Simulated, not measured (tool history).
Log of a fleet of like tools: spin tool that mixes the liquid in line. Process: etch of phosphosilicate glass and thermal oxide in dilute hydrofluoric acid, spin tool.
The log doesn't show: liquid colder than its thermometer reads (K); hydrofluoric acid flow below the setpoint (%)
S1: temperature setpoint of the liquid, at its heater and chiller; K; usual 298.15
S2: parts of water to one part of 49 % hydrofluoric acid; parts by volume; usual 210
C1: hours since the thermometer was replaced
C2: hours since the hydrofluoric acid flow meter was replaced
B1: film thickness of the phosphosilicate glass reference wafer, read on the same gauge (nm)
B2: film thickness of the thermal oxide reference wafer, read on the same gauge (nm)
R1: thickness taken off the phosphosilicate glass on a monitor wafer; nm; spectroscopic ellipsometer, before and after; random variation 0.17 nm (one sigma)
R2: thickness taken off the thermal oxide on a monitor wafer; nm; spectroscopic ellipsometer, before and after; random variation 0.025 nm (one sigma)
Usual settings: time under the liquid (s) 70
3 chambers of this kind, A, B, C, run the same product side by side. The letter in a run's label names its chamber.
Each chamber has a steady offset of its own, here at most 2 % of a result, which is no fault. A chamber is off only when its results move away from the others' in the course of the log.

Run 1C, hour 4.5: usual settings; C1 1028.5; C2 1818.7; B1 90.002; B2 79.997. Result: R1 23.72 nm, R2 1.5487 nm.
Run 2B, hour 10: usual settings; C1 625.7; C2 1388.4; B1 90.032; B2 80.009. Result: R1 23.467 nm, R2 1.521 nm.
Run 3A, hour 17.4: usual settings; C1 1028.1; C2 819.8; B1 90.003; B2 80.016. Result: R1 23.422 nm, R2 1.5566 nm.
Run 4A, hour 24.9: usual settings; C1 1035.6; C2 827.3; B1 89.999; B2 79.966. Result: R1 23.681 nm, R2 1.5717 nm.
Run 5B, hour 29: usual settings; C1 644.7; C2 1407.4; B1 90.004; B2 79.983. Result: R1 23.524 nm, R2 1.5362 nm.
Run 6C, hour 37.5: usual settings; C1 1061.5; C2 1851.7; B1 89.995; B2 80.023. Result: R1 23.446 nm, R2 1.5573 nm.
Run 7B, hour 42.4: usual settings; C1 658.1; C2 1420.8; B1 90.014; B2 79.999. Result: R1 23.372 nm, R2 1.5327 nm.
Run 8C, hour 49.5: usual settings; C1 1073.5; C2 1863.7; B1 90.001; B2 79.952. Result: R1 23.857 nm, R2 1.61 nm.
Run 9A, hour 55: usual settings; C1 1065.7; C2 857.4; B1 90.006; B2 80.025. Result: R1 23.574 nm, R2 1.5344 nm.
Run 10A, hour 59.2: usual settings; C1 1069.9; C2 861.6; B1 90.008; B2 79.94. Result: R1 23.599 nm, R2 1.5337 nm.
Run 11C, hour 65.8: usual settings but S2 170 parts by volume; C1 1089.8; C2 1880; B1 89.983; B2 80.018. Result: R1 30.671 nm, R2 2.0282 nm.
Run 12B, hour 72.4: usual settings but S2 170 parts by volume; C1 688.1; C2 1450.8; B1 90.026; B2 79.984. Result: R1 30.445 nm, R2 1.98 nm.
Run 13A, hour 80.7: usual settings but S2 170 parts by volume; C1 1091.4; C2 883.1; B1 89.987; B2 80.025. Result: R1 30.465 nm, R2 2.044 nm.
Run 14B, hour 86.4: usual settings; C1 702.1; C2 1464.8; B1 89.993; B2 79.99. Result: R1 23.405 nm, R2 1.5664 nm.
Run 15C, hour 91.8: usual settings; C1 1115.8; C2 1906; B1 89.993; B2 80.044. Result: R1 23.778 nm, R2 1.5405 nm.
Run 16A, hour 95.5: usual settings; C1 1106.2; C2 897.9; B1 89.999; B2 80.028. Result: R1 23.807 nm, R2 1.5784 nm.
Run 17C, hour 99.3: usual settings; C1 1123.3; C2 1913.5; B1 90.005; B2 80.036. Result: R1 24.03 nm, R2 1.6025 nm.
Run 18B, hour 105.2: usual settings; C1 720.9; C2 1483.6; B1 89.965; B2 80.011. Result: R1 23.355 nm, R2 1.6062 nm.
Run 19B, hour 110.6: usual settings; C1 726.3; C2 1489; B1 90.011; B2 79.995. Result: R1 23.316 nm, R2 1.556 nm.
Run 20A, hour 115.4: usual settings; C1 1126.1; C2 917.8; B1 89.98; B2 80.025. Result: R1 23.727 nm, R2 1.5579 nm.
At hour 117.5: chamber C: hydrofluoric acid flow meter replaced.
Run 21C, hour 122.1: usual settings; C1 1146.1; C2 4.6; B1 89.995; B2 79.983. Result: R1 23.859 nm, R2 1.5118 nm.
Run 22A, hour 128.5: usual settings; C1 1139.2; C2 930.9; B1 90.011; B2 79.975. Result: R1 23.651 nm, R2 1.5248 nm.
Run 23C, hour 134.1: usual settings but S2 300 parts by volume; C1 1158.1; C2 16.6; B1 89.988; B2 79.989. Result: R1 15.184 nm, R2 1.0137 nm.
Run 24B, hour 142.1: usual settings but S2 300 parts by volume; C1 757.8; C2 1520.5; B1 89.984; B2 79.99. Result: R1 14.824 nm, R2 0.99628 nm.
Run 25A, hour 146.3: usual settings but S2 300 parts by volume; C1 1157; C2 948.7; B1 89.994; B2 79.98. Result: R1 15.063 nm, R2 0.96457 nm.
Run 26B, hour 150.2: usual settings but S1 295.65 K, S2 255 parts by volume; C1 765.9; C2 1528.6; B1 89.983; B2 80.026. Result: R1 16.797 nm, R2 1.1373 nm.
Run 27C, hour 155.4: usual settings but S1 295.65 K, S2 255 parts by volume; C1 1179.4; C2 37.9; B1 89.999; B2 79.981. Result: R1 17.137 nm, R2 1.1344 nm.
Run 28B, hour 160.2: usual settings but S1 295.65 K, S2 255 parts by volume; C1 775.9; C2 1538.6; B1 89.993; B2 80.014. Result: R1 16.597 nm, R2 1.1419 nm.
Run 29C, hour 165: usual settings; C1 1189; C2 47.5; B1 90.015; B2 80.059. Result: R1 23.826 nm, R2 1.5333 nm.
Run 30A, hour 173.4: usual settings; C1 1184.1; C2 975.8; B1 90.002; B2 79.995. Result: R1 23.777 nm, R2 1.5487 nm.
Run 31B, hour 177.6: usual settings; C1 793.3; C2 1556; B1 89.994; B2 79.991. Result: R1 23.419 nm, R2 1.5549 nm.
Run 32A, hour 184.5: usual settings; C1 1195.2; C2 986.9; B1 89.995; B2 80.029. Result: R1 23.758 nm, R2 1.5181 nm.
Run 33C, hour 192.6: usual settings; C1 1216.6; C2 75.1; B1 89.997; B2 79.972. Result: R1 23.63 nm, R2 1.5378 nm.
Run 34C, hour 198.6: usual settings; C1 1222.6; C2 81.1; B1 90; B2 79.976. Result: R1 23.692 nm, R2 1.5933 nm.
Run 35A, hour 205.5: usual settings; C1 1216.2; C2 1007.9; B1 90.002; B2 80.015. Result: R1 23.577 nm, R2 1.5372 nm.
Run 36B, hour 211.1: usual settings; C1 826.8; C2 1589.5; B1 90.011; B2 79.97. Result: R1 23.345 nm, R2 1.5863 nm.
Run 37C, hour 215.9: usual settings; C1 1239.9; C2 98.4; B1 90.009; B2 79.964. Result: R1 23.835 nm, R2 1.5724 nm.
Run 38B, hour 221: usual settings but S1 294.65 K, time under the liquid (s) 95; C1 836.7; C2 1599.4; B1 90.001; B2 79.954. Result: R1 28.276 nm, R2 1.903 nm.
Run 39A, hour 226.5: usual settings but S1 294.65 K, time under the liquid (s) 95; C1 1237.2; C2 1028.9; B1 89.995; B2 79.99. Result: R1 27.854 nm, R2 1.8662 nm.

Is one chamber off against the others, does the gauge drift, or is nothing wrong? If a chamber is off, say which, and what the likeliest cause is.

No chamber stands off beyond its own small offset, and the gauge holds steady.

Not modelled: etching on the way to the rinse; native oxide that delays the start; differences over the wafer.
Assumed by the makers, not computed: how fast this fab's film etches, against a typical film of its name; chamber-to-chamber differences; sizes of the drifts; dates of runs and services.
